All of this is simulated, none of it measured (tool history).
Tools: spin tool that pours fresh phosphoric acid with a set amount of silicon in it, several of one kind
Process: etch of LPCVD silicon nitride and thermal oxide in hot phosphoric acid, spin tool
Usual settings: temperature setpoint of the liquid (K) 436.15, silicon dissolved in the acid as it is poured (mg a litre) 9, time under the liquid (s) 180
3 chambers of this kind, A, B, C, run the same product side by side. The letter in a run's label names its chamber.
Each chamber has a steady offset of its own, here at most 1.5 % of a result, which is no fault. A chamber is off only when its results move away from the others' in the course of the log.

| run | day | temperature setpoint of the liquid (K) | silicon dissolved in the acid as it is poured (mg a litre) | time under the liquid (s) | hours since the thermometer was replaced | hours since the dissolved silicon flow meter was replaced | hours since the heated supply line was repaired | read-back film thickness of the LPCVD silicon nitride reference wafer, read on the same gauge (nm) | read-back film thickness of the thermal oxide reference wafer, read on the same gauge (nm) | thickness taken off the LPCVD silicon nitride on a monitor wafer (Å) | thickness taken off the thermal oxide on a monitor wafer (Å) |
|---|---|---|---|---|---|---|---|---|---|---|---|
| 1A | 0.142 | 436.15 | 9 | 180 | 47.6 | 390.2 | 1464.9 | 70.007 | 139.98 | 165.8 | 5.1157 |
| 2B | 0.383 | 436.15 | 9 | 180 | 29.5 | 380.1 | 1368 | 69.996 | 140 | 163.45 | 4.928 |
| 3C | 0.617 | 436.15 | 9 | 180 | 706 | 694 | 919.1 | 69.995 | 140 | 166.41 | 5.0593 |
| 4C | 0.788 | 436.15 | 9 | 180 | 710.1 | 698.1 | 923.2 | 69.971 | 140.01 | 167.09 | 5.4755 |
| 5B | 0.979 | 436.15 | 2.5 | 90 | 43.8 | 394.4 | 1382.3 | 70.014 | 139.98 | 82.095 | 3.0648 |
| 6A | 1.254 | 436.15 | 2.5 | 90 | 74.3 | 416.9 | 1491.6 | 70.019 | 139.99 | 83.354 | 2.5053 |
| 7B | 1.429 | 436.15 | 2.5 | 90 | 54.6 | 405.2 | 1393.1 | 69.974 | 140 | 82.105 | 2.9546 |
| 8C | 1.621 | 436.15 | 9 | 180 | 730.1 | 718.1 | 943.2 | 69.976 | 140 | 165.91 | 5.3723 |
| 9A | 1.771 | 436.15 | 9 | 180 | 86.7 | 429.3 | 1504 | 70.006 | 139.98 | 166.04 | 5.1103 |
| 10B | 2.05 | 436.15 | 9 | 180 | 69.5 | 420.1 | 1408 | 69.999 | 140 | 163.04 | 4.8262 |
| 11A | 2.321 | 436.15 | 9 | 180 | 99.9 | 442.5 | 1517.2 | 69.975 | 140.01 | 166.19 | 4.8866 |
| 12C | 2.625 | 436.15 | 9 | 80 | 754.2 | 742.2 | 967.3 | 69.995 | 140.01 | 72.762 | 2.2213 |
| 13B | 2.933 | 436.15 | 9 | 80 | 90.7 | 441.3 | 1429.2 | 69.997 | 140 | 72.643 | 2.3744 |
| 14A | 3.217 | 436.15 | 9 | 80 | 121.4 | 464 | 1538.7 | 70.015 | 139.99 | 73.197 | 2.2611 |
| 15C | 3.446 | 436.15 | 9 | 180 | 773.9 | 761.9 | 987 | 70.026 | 139.99 | 159.69 | 4.8985 |
| 16C | 3.679 | 436.15 | 9 | 180 | 779.5 | 767.5 | 992.6 | 69.968 | 139.99 | 159.56 | 5.1375 |
| 17A | 3.958 | 437.15 | 9 | 180 | 139.2 | 481.8 | 1556.5 | 70.011 | 140.01 | 172.24 | 5.4271 |
| 18B | 4.246 | 437.15 | 9 | 180 | 122.2 | 472.8 | 1460.7 | 69.996 | 140 | 168.93 | 5.1375 |
| 19B | 4.442 | 437.15 | 9 | 180 | 126.9 | 477.5 | 1465.4 | 70.022 | 139.99 | 169.71 | 5.7623 |
| 20C | 4.767 | 436.15 | 9 | 180 | 805.6 | 793.6 | 1018.7 | 70.023 | 139.99 | 156.05 | 4.2512 |
| 21A | 5.079 | 436.15 | 9 | 180 | 166.1 | 508.7 | 1583.4 | 70.041 | 140.01 | 166.24 | 5.8046 |
| 22B | 5.3 | 436.15 | 9 | 180 | 147.5 | 498.1 | 1486 | 70.002 | 139.99 | 164.11 | 5.6148 |
| 23A | 5.542 | 436.15 | 9 | 180 | 177.2 | 519.8 | 1594.5 | 70.008 | 139.99 | 166.63 | 5.284 |
| 24C | 5.775 | 436.15 | 9 | 180 | 829.8 | 817.8 | 1042.9 | 70.016 | 139.98 | 151.82 | 3.8756 |
| 25C | 6.054 | 436.15 | 9 | 180 | 836.5 | 824.5 | 1049.6 | 69.989 | 140.02 | 149.85 | 3.8101 |
| 26B | 6.246 | 436.15 | 9 | 180 | 170.2 | 520.8 | 1508.7 | 69.983 | 140 | 164 | 4.6298 |

Is one chamber off against the others, does the gauge drift, or is nothing wrong? If a chamber is off, say which, and what the likeliest cause is.

Chamber C drifts away from the others.
Cause: temperature lost on the way to the wafer (K) = 3.2.

Here are 4 candidates for chamber C's next run, each the usual settings with a change, their results left as question marks. Which one brings its results back in line with what the others give on the usual settings?
In line means no further than this from the other chambers' mean on the usual settings: thickness taken off the LPCVD silicon nitride on a monitor wafer (Å) 4.4; thickness taken off the thermal oxide on a monitor wafer (Å) 1.2
| 27C-1 | 6.479 | 437.65 | 5.5 | 190 |  |  |  |  |  | ? | ? |
| 27C-2 | 6.479 | 435.65 | 11 | 175 |  |  |  |  |  | ? | ? |
| 27C-3 | 6.479 | 434.65 | 12.5 | 170 |  |  |  |  |  | ? | ? |
| 27C-4 | 6.479 | 436.65 | 7 | 185 |  |  |  |  |  | ? | ? |

The other chambers' mean on the usual settings: thickness taken off the LPCVD silicon nitride on a monitor wafer (Å) 164.3; thickness taken off the thermal oxide on a monitor wafer (Å) 5.1581
| run | thickness taken off the LPCVD silicon nitride on a monitor wafer (Å) | thickness taken off the thermal oxide on a monitor wafer (Å) |
|---|---|---|
| 27C-1 | 166.35 | 5.1786 |
| 27C-2 | 143.42 | 3.6721 |
| 27C-3 | 134.75 | 3.2081 |
| 27C-4 | 156.7 | 4.554 |
27C-1 brings the chamber back in line.
